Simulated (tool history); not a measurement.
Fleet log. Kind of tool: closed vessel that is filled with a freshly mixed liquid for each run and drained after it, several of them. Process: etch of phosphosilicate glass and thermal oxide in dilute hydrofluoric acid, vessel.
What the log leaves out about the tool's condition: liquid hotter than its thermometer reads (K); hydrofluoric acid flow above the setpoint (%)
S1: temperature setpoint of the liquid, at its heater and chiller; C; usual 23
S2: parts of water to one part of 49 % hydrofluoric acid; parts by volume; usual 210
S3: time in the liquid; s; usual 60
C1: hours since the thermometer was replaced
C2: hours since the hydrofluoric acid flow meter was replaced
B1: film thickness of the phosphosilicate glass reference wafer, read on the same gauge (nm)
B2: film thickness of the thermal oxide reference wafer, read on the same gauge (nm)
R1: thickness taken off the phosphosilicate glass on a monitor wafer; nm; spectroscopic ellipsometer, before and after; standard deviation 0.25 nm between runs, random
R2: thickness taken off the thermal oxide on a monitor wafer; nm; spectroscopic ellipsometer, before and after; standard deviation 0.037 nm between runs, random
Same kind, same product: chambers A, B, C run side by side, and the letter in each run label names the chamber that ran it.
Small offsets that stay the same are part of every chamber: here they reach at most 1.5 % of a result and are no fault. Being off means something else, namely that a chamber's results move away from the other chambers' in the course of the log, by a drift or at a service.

| run | hour | S1 | S2 | S3 | C1 | C2 | B1 | B2 | R1 | R2 |
|---|---|---|---|---|---|---|---|---|---|---|
| 1B | 5.1 | 23 | 210 | 60 | 538.4 | 840 | 150.03 | 109.99 | 37.067 | 1.1063 |
| 2A | 12.2 | 23 | 210 | 60 | 169.2 | 1274.4 | 150 | 110 | 37.329 | 1.1923 |
| 3C | 16.6 | 23 | 210 | 60 | 451.6 | 1718.2 | 150.05 | 110 | 37.676 | 1.1848 |
| 4C | 20.6 | 23 | 210 | 60 | 455.6 | 1722.2 | 149.99 | 110 | 37.445 | 1.1575 |
| 5A | 25.4 | 23 | 210 | 60 | 182.4 | 1287.6 | 150 | 109.98 | 37.57 | 1.1319 |
| 6B | 32.8 | 23 | 210 | 60 | 566.1 | 867.7 | 150.02 | 110.01 | 37.187 | 1.195 |
| 7C | 40.1 | 23 | 210 | 60 | 475.1 | 1741.7 | 149.99 | 110 | 37.418 | 1.1106 |
| 8A | 45 | 23 | 210 | 60 | 202 | 1307.2 | 149.97 | 110.01 | 37.656 | 1.1066 |
| 9B | 53 | 23 | 210 | 60 | 586.3 | 887.9 | 150.01 | 110 | 37.781 | 1.1052 |
| 10A | 58.7 | 23 | 210 | 60 | 215.7 | 1320.9 | 149.96 | 110 | 38.037 | 1.0918 |
| 11C | 62.5 | 18.5 | 285 | 60 | 497.5 | 1764.1 | 150 | 110.02 | 21.513 | 0.64068 |
| 12B | 69.5 | 18.5 | 285 | 60 | 602.8 | 904.4 | 150 | 110.02 | 21.82 | 0.69611 |
| 13A | 77.8 | 18.5 | 285 | 60 | 234.8 | 1340 | 149.98 | 110 | 22.236 | 0.66768 |
| 14C | 84.8 | 23 | 210 | 60 | 519.8 | 1786.4 | 150 | 109.99 | 37.815 | 1.1117 |
| 15B | 93 | 23 | 210 | 60 | 626.3 | 927.9 | 149.99 | 109.99 | 37.184 | 1.1745 |
| 16A | 97.3 | 23 | 210 | 60 | 254.3 | 1359.5 | 150.02 | 110.01 | 37.305 | 1.1437 |
| 17C | 104.3 | 23 | 210 | 60 | 539.3 | 1805.9 | 150.02 | 109.99 | 36.884 | 1.1902 |
| 18B | 111.3 | 23 | 210 | 60 | 644.6 | 946.2 | 150.01 | 110 | 37.378 | 1.1225 |
| 19C | 115.2 | 23 | 210 | 60 | 550.2 | 1816.8 | 149.99 | 110 | 37.31 | 1.1213 |
| 20B | 123.9 | 23 | 210 | 60 | 657.2 | 958.8 | 150.03 | 110 | 37.7 | 1.1241 |
| 21A | 131.9 | 23 | 210 | 60 | 288.9 | 1394.1 | 150.03 | 110 | 37.708 | 1.1209 |
|  | 137.9 | chamber B: thermometer replaced |
| 22A | 139.5 | 23 | 210 | 60 | 296.5 | 1401.7 | 149.97 | 110.01 | 37.551 | 1.1212 |
| 23C | 144.5 | 23 | 210 | 60 | 579.5 | 1846.1 | 150.02 | 110 | 37.504 | 1.1416 |
| 24B | 152.3 | 23 | 210 | 60 | 14.4 | 987.2 | 150.01 | 109.99 | 37.696 | 1.1609 |
| 25B | 159.7 | 23 | 210 | 60 | 21.8 | 994.6 | 150.05 | 109.99 | 37.406 | 1.1025 |
| 26C | 167.9 | 27 | 210 | 60 | 602.9 | 1869.5 | 150.02 | 109.98 | 43.48 | 1.2531 |
| 27A | 174.2 | 27 | 210 | 60 | 331.2 | 1436.4 | 149.99 | 109.99 | 43.844 | 1.3377 |

Decide between three cases: one chamber stands off from its peers, the gauge reading all wafers drifts, or nothing is wrong past each chamber's small offset. Where a chamber is off, say which and what most likely put it there.

Nothing is wrong: each chamber keeps only its own small, steady offset and the gauge holds still.

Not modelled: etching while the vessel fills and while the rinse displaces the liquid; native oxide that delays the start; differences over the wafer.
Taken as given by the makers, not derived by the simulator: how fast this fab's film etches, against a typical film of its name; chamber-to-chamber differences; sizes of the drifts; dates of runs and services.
